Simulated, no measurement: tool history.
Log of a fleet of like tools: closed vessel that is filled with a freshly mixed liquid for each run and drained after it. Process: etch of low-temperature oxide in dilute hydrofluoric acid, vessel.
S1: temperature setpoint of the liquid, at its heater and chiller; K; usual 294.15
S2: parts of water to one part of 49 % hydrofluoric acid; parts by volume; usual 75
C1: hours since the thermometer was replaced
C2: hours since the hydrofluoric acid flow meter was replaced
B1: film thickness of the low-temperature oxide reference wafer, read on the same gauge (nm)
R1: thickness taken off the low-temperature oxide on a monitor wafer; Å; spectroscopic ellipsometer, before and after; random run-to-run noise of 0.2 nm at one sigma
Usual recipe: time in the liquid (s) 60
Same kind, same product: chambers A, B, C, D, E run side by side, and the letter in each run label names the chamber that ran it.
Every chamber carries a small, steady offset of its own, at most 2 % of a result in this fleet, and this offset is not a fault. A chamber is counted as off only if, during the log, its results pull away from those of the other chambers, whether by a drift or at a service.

Run 1A, hour 7.0: usual settings; C1 227.6; C2 1372.0; B1 140.00. Result: R1 261.420 Å.
Run 2E, hour 11.7: usual settings; C1 371.1; C2 113.9; B1 139.97. Result: R1 257.980 Å.
Run 3D, hour 14.9: usual settings; C1 1018.4; C2 395.5; B1 139.98. Result: R1 254.710 Å.
Run 4C, hour 20.6: usual settings; C1 1794.7; C2 557.6; B1 139.99. Result: R1 256.210 Å.
Run 5B, hour 24.5: usual settings; C1 911.2; C2 76.0; B1 140.01. Result: R1 258.320 Å.
Run 6E, hour 31.2: usual settings; C1 390.6; C2 133.4; B1 139.97. Result: R1 255.210 Å.
Run 7B, hour 35.6: usual settings; C1 922.3; C2 87.1; B1 140.00. Result: R1 253.130 Å.
Run 8D, hour 41.8: usual settings; C1 1045.3; C2 422.4; B1 139.96. Result: R1 252.860 Å.
Run 9A, hour 48.6: usual settings but time in the liquid (s) 35; C1 269.2; C2 1413.6; B1 140.03. Result: R1 154.510 Å.
Run 10C, hour 54.7: usual settings but time in the liquid (s) 35; C1 1828.8; C2 591.7; B1 140.02. Result: R1 149.380 Å.
Run 11D, hour 59.4: usual settings but time in the liquid (s) 35; C1 1062.9; C2 440.0; B1 140.01. Result: R1 147.610 Å.
Run 12A, hour 64.1: usual settings but time in the liquid (s) 35; C1 284.7; C2 1429.1; B1 139.97. Result: R1 154.500 Å.
Run 13E, hour 70.3: usual settings but time in the liquid (s) 35; C1 429.7; C2 172.5; B1 139.99. Result: R1 148.980 Å.
Run 14C, hour 75.1: usual settings; C1 1849.2; C2 612.1; B1 140.00. Result: R1 257.230 Å.
Run 15B, hour 80.6: usual settings; C1 967.3; C2 132.1; B1 140.01. Result: R1 250.490 Å.
Run 16C, hour 86.5: usual settings; C1 1860.6; C2 623.5; B1 140.00. Result: R1 254.480 Å.
Run 17B, hour 93.1: usual settings; C1 979.8; C2 144.6; B1 140.02. Result: R1 255.280 Å.
Run 18D, hour 99.0: usual settings; C1 1102.5; C2 479.6; B1 140.04. Result: R1 253.460 Å.
Run 19E, hour 105.4: usual settings; C1 464.8; C2 207.6; B1 140.00. Result: R1 255.920 Å.
Run 20A, hour 112.0: usual settings; C1 332.6; C2 1477.0; B1 140.02. Result: R1 261.970 Å.
Run 21B, hour 116.9: usual settings but S2 60 parts by volume; C1 1003.6; C2 168.4; B1 140.00. Result: R1 309.260 Å.
Run 22D, hour 120.5: usual settings but S2 60 parts by volume; C1 1124.0; C2 501.1; B1 140.00. Result: R1 327.580 Å.
Run 23C, hour 127.6: usual settings but S2 60 parts by volume; C1 1901.7; C2 664.6; B1 139.99. Result: R1 330.140 Å.
Run 24E, hour 132.0: usual settings but S2 60 parts by volume; C1 491.4; C2 234.2; B1 140.00. Result: R1 330.520 Å.
Run 25A, hour 137.8: usual settings but S2 60 parts by volume; C1 358.4; C2 1502.8; B1 139.96. Result: R1 329.740 Å.
Run 26C, hour 144.8: usual settings but S1 297.15 K, S2 40 parts by volume; C1 1918.9; C2 681.8; B1 139.98. Result: R1 579.620 Å.
Run 27E, hour 149.3: usual settings but S1 297.15 K, S2 40 parts by volume; C1 508.7; C2 251.5; B1 140.00. Result: R1 585.450 Å.
Run 28A, hour 154.6: usual settings but S1 297.15 K, S2 40 parts by volume; C1 375.2; C2 1519.6; B1 140.04. Result: R1 573.130 Å.
Run 29B, hour 157.8: usual settings but S1 297.15 K, S2 40 parts by volume; C1 1044.5; C2 209.3; B1 139.96. Result: R1 520.810 Å.
Run 30D, hour 161.0: usual settings but S1 297.15 K, S2 40 parts by volume; C1 1164.5; C2 541.6; B1 140.00. Result: R1 575.130 Å.
Run 31B, hour 167.6: usual settings; C1 1054.3; C2 219.1; B1 139.97. Result: R1 238.100 Å.
Run 32E, hour 174.8: usual settings but S2 110 parts by volume, time in the liquid (s) 35; C1 534.2; C2 277.0; B1 140.03. Result: R1 98.233 Å.
Run 33C, hour 179.0: usual settings but S2 110 parts by volume, time in the liquid (s) 35; C1 1953.1; C2 716.0; B1 140.00. Result: R1 97.092 Å.
Run 34A, hour 183.8: usual settings but S2 110 parts by volume, time in the liquid (s) 35; C1 404.4; C2 1548.8; B1 140.01. Result: R1 100.240 Å.

All 5 chambers run these settings next. Forecast each chamber's results:
Run 35A, hour 189.0: usual settings but S2 90 parts by volume. Result: R1 ?.
Run 35B, hour 189.0: usual settings but S2 90 parts by volume. Result: R1 ?.
Run 35C, hour 189.0: usual settings but S2 90 parts by volume. Result: R1 ?.
Run 35D, hour 189.0: usual settings but S2 90 parts by volume. Result: R1 ?.
Run 35E, hour 189.0: usual settings but S2 90 parts by volume. Result: R1 ?.

run       R1
35A  215.740
35B  191.030
35C  209.340
35D  205.940
35E  210.290
